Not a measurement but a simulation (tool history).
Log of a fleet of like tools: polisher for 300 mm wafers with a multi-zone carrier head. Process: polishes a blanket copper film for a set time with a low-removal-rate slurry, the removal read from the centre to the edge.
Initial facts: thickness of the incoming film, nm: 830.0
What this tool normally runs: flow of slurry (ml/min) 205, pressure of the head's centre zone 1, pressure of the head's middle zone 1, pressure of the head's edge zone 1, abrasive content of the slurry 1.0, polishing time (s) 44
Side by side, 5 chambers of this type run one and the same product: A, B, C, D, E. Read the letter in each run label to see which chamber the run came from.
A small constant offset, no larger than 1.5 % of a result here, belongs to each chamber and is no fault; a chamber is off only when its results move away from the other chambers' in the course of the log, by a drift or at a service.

run	hour	flow of slurry (ml/min)	pressure of the head's centre zone	pressure of the head's middle zone	pressure of the head's edge zone	abrasive content of the slurry	polishing time (s)	wafers polished on this pad	hours since the slurry nozzle was cleaned	hours since the centre zone pressure was calibrated	hours since the edge zone pressure was calibrated	film removed at the wafer's centre (nm)	film removed at mid-radius (nm)	film removed at the wafer's edge (nm)
# hour 1.0: chamber B: edge zone pressure recalibrated
1C	3.5	205	1	1	1	1.0	44	66	177.2	367.0	263.2	126.16	126.61	127.48
2E	9.6	205	1	1	1	1.0	44	383	116.6	298.2	206.0	126.22	127.17	124.35
# hour 11.4: chamber C: slurry nozzle cleaned
3D	13.6	205	1	1	1	1.0	44	351	117.6	560.8	203.1	124.42	129.62	125.26
4B	17.5	205	1	1	1	1.0	44	516	181.2	264.1	16.6	124.99	123.43	122.58
5A	21.7	205	1	1	1	1.0	44	766	89.5	593.2	115.1	124.67	125.98	124.34
# hour 23.2: chamber A: worn pad replaced by a new one
6B	27.5	205	1	1	1	1.0	44	649	191.2	274.1	26.6	123.29	123.18	124.38
7E	32.8	205	1	1	1	1.0	44	692	139.8	321.4	229.2	122.18	124.44	125.12
8C	36.4	205	1	1	1	1.0	44	504	25.0	399.9	296.1	123.95	125.77	124.95
9A	40.6	205	1	1	1	1.0	44	232	108.4	612.1	134.0	126.89	126.83	125.39
10D	45.9	205	1	1	1	1.0	44	781	149.9	593.1	235.4	122.56	127.09	124.91
# hour 50.9: chamber E: worn pad replaced by a new one
11A	52.8	205	1	1	1	1.0	44	395	120.6	624.3	146.2	126.19	121.82	124.54
# hour 56.5: chamber B: worn pad replaced by a new one
12C	60.2	205	1	1	1	1.0	44	821	48.8	423.7	319.9	124.53	125.26	125.95
13E	64.4	205	1	1	1	1.0	44	180	171.4	353.0	260.8	124.14	124.85	124.89
14B	68.8	205	1	1	1	1.0	44	164	232.5	315.4	67.9	128.30	122.30	124.62
15D	73.6	205	1	1	1	1.0	44	1150	177.6	620.8	263.1	123.23	124.61	121.81
# hour 77.1: chamber D: centre zone pressure recalibrated
16B	78.9	205	1	1	1	1.0	44	299	242.6	325.5	78.0	124.14	124.92	124.22
# hour 82.9: chamber A: worn pad replaced by a new one
17A	85.7	205	1	1	1	1.0	44	37	153.5	657.2	179.1	124.55	125.36	123.68
18C	91.5	205	1	1	1	1.0	44	1238	80.1	455.0	351.2	126.01	126.34	125.39
# hour 93.9: chamber C: centre zone pressure recalibrated
# hour 94.4: chamber D: worn pad replaced by a new one
# hour 94.8: chamber C: worn pad replaced by a new one
19D	96.6	205	1	1	1	1.0	44	30	200.6	19.5	286.1	126.63	127.51	123.24
20E	100.2	205	1	1	1	1.0	44	657	207.2	388.8	296.6	124.20	124.66	125.13
21E	104.2	205	1	1	1	1.0	44	710	211.2	392.8	300.6	127.36	127.17	123.47
22D	111.3	205	1	1	1	1.0	44	226	215.3	34.2	300.8	124.69	129.35	122.21
23C	114.8	205	1	1	1	1.0	44	267	103.4	21.0	374.5	137.44	126.72	123.13
24A	121.3	205	1	1	1	1.0	44	512	189.1	692.8	214.7	126.32	122.43	126.35
25B	126.7	205	1	1	1	1.0	44	936	290.4	373.3	125.8	129.35	125.36	122.52
# hour 130.7: chamber E: worn pad replaced by a new one
26B	131.8	205	1	1	1	0.7	56	1004	295.5	378.4	130.9	149.00	143.89	146.79
# hour 137.4: chamber A: worn pad replaced by a new one
27A	138.9	205	1	1	1	0.7	56	20	206.7	710.4	232.3	149.54	145.91	145.83
28E	142.2	205	1	1	1	0.7	56	154	249.2	430.8	338.6	148.20	149.19	146.83
29C	148.5	205	1	1	1	0.7	56	716	137.1	54.7	408.2	164.45	148.88	147.98
30D	155.6	205	1	1	1	0.7	56	816	259.6	78.5	345.1	150.29	154.26	145.70

Each of the 5 chambers runs these same settings next. Fill in every chamber's results:
31A	161.0	205	1	1	1	1.0	44					?	?	?
31B	161.0	205	1	1	1	1.0	44					?	?	?
31C	161.0	205	1	1	1	1.0	44					?	?	?
31D	161.0	205	1	1	1	1.0	44					?	?	?
31E	161.0	205	1	1	1	1.0	44					?	?	?

run	film removed at the wafer's centre (nm)	film removed at mid-radius (nm)	film removed at the wafer's edge (nm)
31A	126.55	124.45	123.77
31B	126.77	127.05	122.44
31C	136.99	125.27	125.11
31D	125.00	127.22	123.80
31E	123.97	122.29	124.71
